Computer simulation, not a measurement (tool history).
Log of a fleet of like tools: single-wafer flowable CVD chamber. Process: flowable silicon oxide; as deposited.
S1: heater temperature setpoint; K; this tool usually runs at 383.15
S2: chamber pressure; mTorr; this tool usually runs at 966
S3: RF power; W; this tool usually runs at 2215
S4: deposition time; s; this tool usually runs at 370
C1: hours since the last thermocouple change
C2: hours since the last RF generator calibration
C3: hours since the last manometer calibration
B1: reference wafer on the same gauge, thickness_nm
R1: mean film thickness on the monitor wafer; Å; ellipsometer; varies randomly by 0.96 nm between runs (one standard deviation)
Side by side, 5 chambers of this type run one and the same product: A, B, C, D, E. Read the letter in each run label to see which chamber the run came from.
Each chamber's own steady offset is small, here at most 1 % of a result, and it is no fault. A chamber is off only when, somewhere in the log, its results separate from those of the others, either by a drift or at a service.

{"run": "1E", "hour": 8.0, "S1": 383.15, "S2": 966, "S3": 2215, "S4": 370, "C1": 1706.4, "C2": 90.4, "C3": 348.5, "B1": 182.07, "R1": 2077.3}
{"run": "2C", "hour": 13.3, "S1": 383.15, "S2": 966, "S3": 2215, "S4": 370, "C1": 691.2, "C2": 1584.7, "C3": 1997.6, "B1": 181.83, "R1": 2101.7}
{"run": "3A", "hour": 18.5, "S1": 383.15, "S2": 966, "S3": 2215, "S4": 370, "C1": 1578.5, "C2": 141.5, "C3": 2294.8, "B1": 181.89, "R1": 2094.7}
{"run": "4B", "hour": 26.8, "S1": 383.15, "S2": 966, "S3": 2215, "S4": 370, "C1": 2234.5, "C2": 263.8, "C3": 709.5, "B1": 182.01, "R1": 2066.2}
{"run": "5D", "hour": 32.2, "S1": 383.15, "S2": 966, "S3": 2215, "S4": 370, "C1": 658.6, "C2": 982.9, "C3": 1037.0, "B1": 181.75, "R1": 2088.7}
{"run": "6D", "hour": 40.7, "S1": 383.15, "S2": 1198, "S3": 2215, "S4": 342, "C1": 667.1, "C2": 991.4, "C3": 1045.5, "B1": 181.91, "R1": 2466.5}
{"run": "7E", "hour": 47.0, "S1": 383.15, "S2": 1198, "S3": 2215, "S4": 342, "C1": 1745.4, "C2": 129.4, "C3": 387.5, "B1": 181.94, "R1": 2471.6}
{"run": "8C", "hour": 55.2, "S1": 383.15, "S2": 1198, "S3": 2215, "S4": 342, "C1": 733.1, "C2": 1626.6, "C3": 2039.5, "B1": 181.94, "R1": 2501.5}
{"hour": 62.7, "done": "chamber A: thermocouple changed; heater temperature recalibrated"}
{"run": "9B", "hour": 63.3, "S1": 383.15, "S2": 1198, "S3": 2215, "S4": 342, "C1": 2271.0, "C2": 300.3, "C3": 746.0, "B1": 181.94, "R1": 2444.2}
{"run": "10A", "hour": 69.2, "S1": 383.15, "S2": 1198, "S3": 2215, "S4": 342, "C1": 6.6, "C2": 192.2, "C3": 2345.5, "B1": 181.98, "R1": 2480.1}
{"run": "11E", "hour": 73.3, "S1": 383.15, "S2": 966, "S3": 2215, "S4": 370, "C1": 1771.7, "C2": 155.7, "C3": 413.8, "B1": 182.09, "R1": 2076.2}
{"run": "12B", "hour": 82.0, "S1": 383.15, "S2": 966, "S3": 2215, "S4": 370, "C1": 2289.7, "C2": 319.0, "C3": 764.7, "B1": 182.04, "R1": 2076.6}
{"run": "13C", "hour": 86.6, "S1": 383.15, "S2": 966, "S3": 2215, "S4": 370, "C1": 764.5, "C2": 1658.0, "C3": 2070.9, "B1": 182.0, "R1": 2106.2}
{"run": "14A", "hour": 91.8, "S1": 383.15, "S2": 966, "S3": 2215, "S4": 370, "C1": 29.2, "C2": 214.8, "C3": 2368.1, "B1": 181.94, "R1": 2082.4}
{"run": "15D", "hour": 99.3, "S1": 383.15, "S2": 966, "S3": 2215, "S4": 370, "C1": 725.7, "C2": 1050.0, "C3": 1104.1, "B1": 182.03, "R1": 2092.8}
{"run": "16B", "hour": 106.2, "S1": 383.15, "S2": 966, "S3": 2215, "S4": 370, "C1": 2313.9, "C2": 343.2, "C3": 788.9, "B1": 182.05, "R1": 2065.1}
{"run": "17C", "hour": 110.7, "S1": 383.15, "S2": 966, "S3": 2215, "S4": 321, "C1": 788.6, "C2": 1682.1, "C3": 2095.0, "B1": 181.93, "R1": 1828.8}
{"run": "18E", "hour": 117.9, "S1": 383.15, "S2": 966, "S3": 2215, "S4": 321, "C1": 1816.3, "C2": 200.3, "C3": 458.4, "B1": 182.09, "R1": 1806.5}
{"run": "19D", "hour": 126.3, "S1": 383.15, "S2": 966, "S3": 2215, "S4": 321, "C1": 752.7, "C2": 1077.0, "C3": 1131.1, "B1": 182.13, "R1": 1811.1}
{"run": "20A", "hour": 134.1, "S1": 383.15, "S2": 966, "S3": 2215, "S4": 321, "C1": 71.5, "C2": 257.1, "C3": 2410.4, "B1": 182.08, "R1": 1815.6}
{"run": "21D", "hour": 141.7, "S1": 383.15, "S2": 966, "S3": 2215, "S4": 321, "C1": 768.1, "C2": 1092.4, "C3": 1146.5, "B1": 181.98, "R1": 1809.3}
{"run": "22C", "hour": 147.1, "S1": 383.15, "S2": 966, "S3": 2215, "S4": 370, "C1": 825.0, "C2": 1718.5, "C3": 2131.4, "B1": 182.21, "R1": 2097.4}
{"run": "23B", "hour": 152.8, "S1": 383.15, "S2": 966, "S3": 2215, "S4": 370, "C1": 2360.5, "C2": 389.8, "C3": 835.5, "B1": 182.14, "R1": 2064.3}
{"run": "24A", "hour": 160.3, "S1": 383.15, "S2": 966, "S3": 2215, "S4": 370, "C1": 97.7, "C2": 283.3, "C3": 2436.6, "B1": 182.03, "R1": 2091.3}
{"hour": 166.8, "done": "chamber D: capacitance manometer re-zeroed and calibrated"}
{"run": "25E", "hour": 167.6, "S1": 383.15, "S2": 966, "S3": 2215, "S4": 370, "C1": 1866.0, "C2": 250.0, "C3": 508.1, "B1": 182.02, "R1": 2089.8}
{"run": "26A", "hour": 171.8, "S1": 383.15, "S2": 966, "S3": 2215, "S4": 370, "C1": 109.2, "C2": 294.8, "C3": 2448.1, "B1": 182.06, "R1": 2091.3}
{"run": "27E", "hour": 179.0, "S1": 383.15, "S2": 966, "S3": 2005, "S4": 314, "C1": 1877.4, "C2": 261.4, "C3": 519.5, "B1": 182.09, "R1": 1735.3}
{"run": "28D", "hour": 185.7, "S1": 383.15, "S2": 966, "S3": 2005, "S4": 314, "C1": 812.1, "C2": 1136.4, "C3": 19.0, "B1": 182.09, "R1": 1740.8}
{"run": "29B", "hour": 191.3, "S1": 383.15, "S2": 966, "S3": 2005, "S4": 314, "C1": 2399.0, "C2": 428.3, "C3": 874.0, "B1": 182.24, "R1": 1730.2}
{"run": "30C", "hour": 198.8, "S1": 383.15, "S2": 966, "S3": 2005, "S4": 314, "C1": 876.7, "C2": 1770.2, "C3": 2183.1, "B1": 182.13, "R1": 1742.9}
{"run": "31E", "hour": 203.2, "S1": 383.15, "S2": 966, "S3": 2005, "S4": 314, "C1": 1901.6, "C2": 285.6, "C3": 543.7, "B1": 182.07, "R1": 1734.0}
{"run": "32A", "hour": 211.0, "S1": 383.15, "S2": 966, "S3": 2215, "S4": 370, "C1": 148.4, "C2": 334.0, "C3": 2487.3, "B1": 182.13, "R1": 2086.5}
{"run": "33D", "hour": 218.9, "S1": 383.15, "S2": 966, "S3": 2215, "S4": 370, "C1": 845.3, "C2": 1169.6, "C3": 52.2, "B1": 181.91, "R1": 2080.0}
{"run": "34B", "hour": 224.6, "S1": 383.15, "S2": 966, "S3": 2215, "S4": 370, "C1": 2432.3, "C2": 461.6, "C3": 907.3, "B1": 181.81, "R1": 2073.7}
{"run": "35C", "hour": 232.0, "S1": 383.15, "S2": 966, "S3": 2215, "S4": 370, "C1": 909.9, "C2": 1803.4, "C3": 2216.3, "B1": 182.03, "R1": 2100.1}
{"run": "36C", "hour": 237.6, "S1": 383.15, "S2": 966, "S3": 2215, "S4": 370, "C1": 915.5, "C2": 1809.0, "C3": 2221.9, "B1": 181.96, "R1": 2094.5}
{"run": "37E", "hour": 242.9, "S1": 383.15, "S2": 966, "S3": 2215, "S4": 370, "C1": 1941.3, "C2": 325.3, "C3": 583.4, "B1": 181.92, "R1": 2089.6}
{"run": "38D", "hour": 250.0, "S1": 383.15, "S2": 966, "S3": 2215, "S4": 370, "C1": 876.4, "C2": 1200.7, "C3": 83.3, "B1": 181.84, "R1": 2084.2}
{"run": "39B", "hour": 257.8, "S1": 383.15, "S2": 966, "S3": 2215, "S4": 370, "C1": 2465.5, "C2": 494.8, "C3": 940.5, "B1": 181.89, "R1": 2073.1}

All chambers now run identical settings, listed one chamber a line with results as question marks. What results will each chamber show?
{"run": "40A", "hour": 264.4, "S1": 383.15, "S2": 966, "S3": 2460, "S4": 370, "R1": "?"}
{"run": "40B", "hour": 264.4, "S1": 383.15, "S2": 966, "S3": 2460, "S4": 370, "R1": "?"}
{"run": "40C", "hour": 264.4, "S1": 383.15, "S2": 966, "S3": 2460, "S4": 370, "R1": "?"}
{"run": "40D", "hour": 264.4, "S1": 383.15, "S2": 966, "S3": 2460, "S4": 370, "R1": "?"}
{"run": "40E", "hour": 264.4, "S1": 383.15, "S2": 966, "S3": 2460, "S4": 370, "R1": "?"}

run=40A R1=2114.7
run=40B R1=2109.1
run=40C R1=2134.2
run=40D R1=2106.3
run=40E R1=2128.1

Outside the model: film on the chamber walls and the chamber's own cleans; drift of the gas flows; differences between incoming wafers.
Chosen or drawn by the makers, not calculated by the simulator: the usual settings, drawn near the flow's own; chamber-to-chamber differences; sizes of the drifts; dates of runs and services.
